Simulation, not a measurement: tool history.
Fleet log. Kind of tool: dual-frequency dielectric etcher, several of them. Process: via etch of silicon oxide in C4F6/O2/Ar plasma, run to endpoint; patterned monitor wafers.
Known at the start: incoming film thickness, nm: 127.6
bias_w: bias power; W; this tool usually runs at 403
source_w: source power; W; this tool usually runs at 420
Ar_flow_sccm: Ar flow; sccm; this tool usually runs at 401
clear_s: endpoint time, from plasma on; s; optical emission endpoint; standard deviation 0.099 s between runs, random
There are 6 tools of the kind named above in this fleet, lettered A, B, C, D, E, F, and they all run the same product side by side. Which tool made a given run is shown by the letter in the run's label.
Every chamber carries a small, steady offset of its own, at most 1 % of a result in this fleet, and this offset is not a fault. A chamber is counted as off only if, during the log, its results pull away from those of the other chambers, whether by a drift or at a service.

run	hour	bias_w	source_w	Ar_flow_sccm	clear_s
1F	2.3	403	420	401	30.727
2C	6.5	403	420	401	31.069
3B	11.0	403	420	401	30.919
4E	13.7	403	420	401	30.769
5A	15.8	403	420	401	30.896
6D	20.1	403	420	401	30.864
7E	24.6	476	420	401	28.776
8C	26.7	476	420	401	29.317
9B	28.9	476	420	401	29.150
10F	33.4	476	420	401	28.944
11A	36.0	476	420	401	28.857
12D	38.9	476	420	401	28.734
13B	41.5	403	420	401	30.908
14F	44.8	403	420	401	30.711
15C	47.9	403	420	401	31.251
16E	51.0	403	420	401	30.773
17D	54.9	358	420	352	31.636
18A	58.7	358	420	352	31.714
# hour 59.6: chamber C: bias power generator calibrated
19E	62.1	358	420	352	31.941
20D	66.7	358	420	352	31.590
# hour 67.2: chamber F: wet clean of the chamber
# hour 70.3: chamber E: source power generator calibrated
21A	71.2	358	420	352	31.646
22C	75.7	358	420	352	31.888
23B	79.1	403	420	401	30.861
24F	83.5	403	420	401	31.019
25D	87.8	403	420	401	30.962
26C	90.9	468	420	442	29.715
27B	94.9	468	420	442	29.571
28A	98.4	468	420	442	29.505
29F	102.8	468	420	442	29.353
30E	106.7	468	420	442	29.509
31C	109.2	468	420	442	29.936
32B	113.2	403	420	401	30.700
33F	115.6	475	420	401	29.003
34E	118.2	475	420	401	29.065
35D	120.5	475	420	401	28.870
36A	124.8	475	420	401	29.005
37D	128.9	475	420	401	29.190
38C	132.8	475	420	401	29.240
39B	135.0	403	420	401	30.790
40A	137.7	403	420	401	30.602
41E	141.5	332	420	401	32.935
42F	145.6	332	420	401	33.067

Each of the 6 chambers runs these same settings next. Fill in every chamber's results:
43A	149.0	403	420	401	?
43B	149.0	403	420	401	?
43C	149.0	403	420	401	?
43D	149.0	403	420	401	?
43E	149.0	403	420	401	?
43F	149.0	403	420	401	?

run	clear_s
43A	30.738
43B	30.832
43C	31.290
43D	30.676
43E	30.890
43F	30.811
